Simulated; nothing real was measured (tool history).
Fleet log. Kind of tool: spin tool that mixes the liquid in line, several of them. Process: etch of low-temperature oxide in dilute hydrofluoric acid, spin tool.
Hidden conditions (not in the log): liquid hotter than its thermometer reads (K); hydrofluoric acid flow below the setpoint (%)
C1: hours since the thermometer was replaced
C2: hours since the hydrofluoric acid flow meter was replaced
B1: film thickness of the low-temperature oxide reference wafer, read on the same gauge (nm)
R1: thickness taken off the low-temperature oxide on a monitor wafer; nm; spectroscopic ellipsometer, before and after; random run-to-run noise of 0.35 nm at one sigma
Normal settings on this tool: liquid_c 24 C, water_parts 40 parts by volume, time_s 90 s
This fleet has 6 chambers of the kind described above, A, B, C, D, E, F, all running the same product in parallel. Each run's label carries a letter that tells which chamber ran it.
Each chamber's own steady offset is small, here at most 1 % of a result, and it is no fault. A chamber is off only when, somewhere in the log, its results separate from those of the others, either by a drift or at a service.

run 1B hour=5 | liquid_c=24 water_parts=40 time_s=90 | C1=331.1 C2=1080.9 | B1=29.99 | R1=39.333
run 2A hour=7.6 | liquid_c=24 water_parts=40 time_s=90 | C1=1121.7 C2=120.3 | B1=29.981 | R1=38.79
run 3D hour=10 | liquid_c=24 water_parts=40 time_s=90 | C1=883.9 C2=894.5 | B1=30 | R1=39.401
run 4F hour=13.9 | liquid_c=24 water_parts=40 time_s=90 | C1=2418.4 C2=1096.2 | B1=30.003 | R1=39.309
run 5E hour=17.6 | liquid_c=24 water_parts=60 time_s=75 | C1=1208.2 C2=227.7 | B1=29.993 | R1=21.572
run 6C hour=19.9 | liquid_c=24 water_parts=60 time_s=75 | C1=1123.3 C2=366.9 | B1=29.987 | R1=20.818
run 7B hour=22.8 | liquid_c=24 water_parts=60 time_s=75 | C1=348.9 C2=1098.7 | B1=29.977 | R1=21.301
run 8E hour=27.3 | liquid_c=24 water_parts=60 time_s=75 | C1=1217.9 C2=237.4 | B1=30.008 | R1=21.61
run 9C hour=31.5 | liquid_c=24 water_parts=60 time_s=75 | C1=1134.9 C2=378.5 | B1=30.009 | R1=21.465
run 10D hour=34.3 | liquid_c=24 water_parts=60 time_s=75 | C1=908.2 C2=918.8 | B1=29.993 | R1=21.16
run 11A hour=38 | liquid_c=24 water_parts=40 time_s=90 | C1=1152.1 C2=150.7 | B1=30.006 | R1=39.319
run 12F hour=40.3 | liquid_c=24 water_parts=40 time_s=90 | C1=2444.8 C2=1122.6 | B1=30.004 | R1=39.589
run 13F hour=44.6 | liquid_c=24 water_parts=40 time_s=90 | C1=2449.1 C2=1126.9 | B1=30.001 | R1=39.282
run 14B hour=49.5 | liquid_c=24 water_parts=40 time_s=90 | C1=375.6 C2=1125.4 | B1=29.999 | R1=39.413
run 15D hour=53.5 | liquid_c=24 water_parts=40 time_s=90 | C1=927.4 C2=938 | B1=29.974 | R1=39.049
run 16A hour=56.8 | liquid_c=24 water_parts=40 time_s=90 | C1=1170.9 C2=169.5 | B1=30.008 | R1=38.776
run 17C hour=59.8 | liquid_c=24 water_parts=40 time_s=90 | C1=1163.2 C2=406.8 | B1=30.028 | R1=39.933
run 18E hour=63.8 | liquid_c=24 water_parts=40 time_s=90 | C1=1254.4 C2=273.9 | B1=29.987 | R1=38.718
run 19C hour=66.4 | liquid_c=24 water_parts=40 time_s=90 | C1=1169.8 C2=413.4 | B1=30.004 | R1=39.866
run 20B hour=69.6 | liquid_c=24 water_parts=40 time_s=90 | C1=395.7 C2=1145.5 | B1=30.013 | R1=39.301
run 21D hour=74 | liquid_c=24 water_parts=40 time_s=90 | C1=947.9 C2=958.5 | B1=29.979 | R1=38.266
run 22E hour=78.1 | liquid_c=24 water_parts=40 time_s=90 | C1=1268.7 C2=288.2 | B1=30.002 | R1=39.265
run 23F hour=80.9 | liquid_c=24 water_parts=40 time_s=90 | C1=2485.4 C2=1163.2 | B1=30.012 | R1=39.344
run 24A hour=84.7 | liquid_c=24 water_parts=40 time_s=90 | C1=1198.8 C2=197.4 | B1=29.985 | R1=39.379
run 25A hour=87.1 | liquid_c=24 water_parts=40 time_s=90 | C1=1201.2 C2=199.8 | B1=30.012 | R1=39.271
run 26E hour=90.2 | liquid_c=24 water_parts=40 time_s=90 | C1=1280.8 C2=300.3 | B1=29.99 | R1=39.371
run 27D hour=94.4 | liquid_c=24 water_parts=40 time_s=90 | C1=968.3 C2=978.9 | B1=29.996 | R1=38.917
run 28B hour=98.3 | liquid_c=24 water_parts=40 time_s=90 | C1=424.4 C2=1174.2 | B1=30.012 | R1=38.847
run 29F hour=102 | liquid_c=24 water_parts=40 time_s=90 | C1=2506.5 C2=1184.3 | B1=29.99 | R1=39.578
run 30C hour=104.3 | liquid_c=24 water_parts=60 time_s=90 | C1=1207.7 C2=451.3 | B1=30.011 | R1=26.701
run 31D hour=106.9 | liquid_c=24 water_parts=60 time_s=90 | C1=980.8 C2=991.4 | B1=29.999 | R1=25.635
run 32C hour=109.6 | liquid_c=24 water_parts=60 time_s=90 | C1=1213 C2=456.6 | B1=30.007 | R1=27.335
run 33B hour=114.2 | liquid_c=24 water_parts=60 time_s=90 | C1=440.3 C2=1190.1 | B1=29.988 | R1=25.473
run 34A hour=116.8 | liquid_c=24 water_parts=60 time_s=90 | C1=1230.9 C2=229.5 | B1=30.012 | R1=25.552
run 35F hour=120.9 | liquid_c=24 water_parts=60 time_s=90 | C1=2525.4 C2=1203.2 | B1=30.002 | R1=25.598
run 36E hour=123.2 | liquid_c=24 water_parts=40 time_s=135 | C1=1313.8 C2=333.3 | B1=30.012 | R1=59.322

One chamber off, gauge drift, or nothing amiss beyond the chambers' own small offsets? If it is a chamber, which one, and what is the likeliest cause?

Chamber C drifts away from the others.
Cause: liquid hotter than its thermometer reads (K) = 2.36.
The log may not tell that from: hydrofluoric acid flow above the setpoint (%).

Below are 4 candidate recipes for chamber C's next run, each the usual settings with a change, their results shown as question marks. Which of them brings C's results back in line with what the other chambers give on the usual settings?
Maximum distance from the other chambers' mean on the usual settings for a result to count as in line: R1 1.2 nm
run 37C-1 hour=126.8 | liquid_c=26.5 water_parts=40 time_s=90 | R1=?
run 37C-2 hour=126.8 | liquid_c=21.5 water_parts=40 time_s=90 | R1=?
run 37C-3 hour=126.8 | liquid_c=25 water_parts=40 time_s=90 | R1=?
run 37C-4 hour=126.8 | liquid_c=23 water_parts=40 time_s=90 | R1=?

On the usual settings, the other chambers give on average: R1 39.327 nm
run=37C-1 R1=48.024
run=37C-2 R1=39.044
run=37C-3 R1=45.159
run=37C-4 R1=41.574
37C-2 puts the chamber back in line with the other chambers.
